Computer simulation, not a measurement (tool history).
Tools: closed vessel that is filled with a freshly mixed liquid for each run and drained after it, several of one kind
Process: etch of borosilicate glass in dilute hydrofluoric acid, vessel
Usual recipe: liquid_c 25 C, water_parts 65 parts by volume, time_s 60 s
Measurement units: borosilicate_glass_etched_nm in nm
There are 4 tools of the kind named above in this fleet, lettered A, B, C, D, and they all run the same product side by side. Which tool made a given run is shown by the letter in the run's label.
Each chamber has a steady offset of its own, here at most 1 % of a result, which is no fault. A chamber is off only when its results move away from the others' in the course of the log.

run,hour,liquid_c,water_parts,time_s,hours since the thermometer was replaced,hours since the hydrofluoric acid flow meter was replaced,"read-back film thickness of the borosilicate glass reference wafer, read on the same gauge (nm)",borosilicate_glass_etched_nm
1D,4.7,25,65,60,256.5,91.1,80.013,50.225
2B,7.4,25,65,60,2372.3,288.4,80.013,50.481
3A,11.1,25,65,60,526.4,1130.1,80.005,52.207
4C,14.8,25,65,60,659.5,167.3,80.004,51.24
5B,17.8,25,65,60,2382.7,298.8,80.017,51.434
6A,22.5,25,65,60,537.8,1141.5,80.001,50.759
7D,26.3,25,65,60,278.1,112.7,79.996,50.008
8C,29.1,25,65,60,673.8,181.6,80.015,52.126
9D,33.7,25,65,60,285.5,120.1,79.991,49.933
# hour 37.4: chamber B: thermometer replaced
10C,38.1,25,65,60,682.8,190.6,79.967,51.618
11A,42,25,65,60,557.3,1161,79.989,50.543
12B,44.7,25,65,60,7.3,325.7,80.007,50.749
13B,50,25,65,60,12.6,331,79.985,51.848
14A,52.8,25,65,60,568.1,1171.8,80.003,51.22
15C,57.2,25,65,60,701.9,209.7,79.986,51.833
16D,61.2,25,65,60,313,147.6,79.998,50.709
17B,64.8,25,45,95,27.4,345.8,79.996,119.34
18D,69.1,25,45,95,320.9,155.5,79.963,119.44
19C,71.8,25,45,95,716.5,224.3,80.005,120.62
20A,77,25,45,95,592.3,1196,80.03,117.59
21A,80,25,65,60,595.3,1199,79.994,51.276
22B,85.2,25,65,60,47.8,366.2,79.997,50.773
23C,89.8,25,65,60,734.5,242.3,80.012,52
24D,92.3,25,65,60,344.1,178.7,79.984,51.233
25B,95,25,65,60,57.6,376,80.03,51.122
26D,98.6,29,80,60,350.4,185,80.004,48.071
27A,103.1,29,80,60,618.4,1222.1,79.987,48.23
28C,108.3,29,80,60,753,260.8,79.987,47.805
29C,113,29,80,60,757.7,265.5,80.008,48.021
30D,117.2,25,65,60,369,203.6,80.026,51.077
31A,120.6,25,65,60,635.9,1239.6,80.017,51.642

Predict what each chamber gives when all 4 of them run the settings below next.
32A,124.4,25,65,60,,,,?
32B,124.4,25,65,60,,,,?
32C,124.4,25,65,60,,,,?
32D,124.4,25,65,60,,,,?

run,borosilicate_glass_etched_nm
32A,51.396
32B,51.692
32C,51.515
32D,50.78

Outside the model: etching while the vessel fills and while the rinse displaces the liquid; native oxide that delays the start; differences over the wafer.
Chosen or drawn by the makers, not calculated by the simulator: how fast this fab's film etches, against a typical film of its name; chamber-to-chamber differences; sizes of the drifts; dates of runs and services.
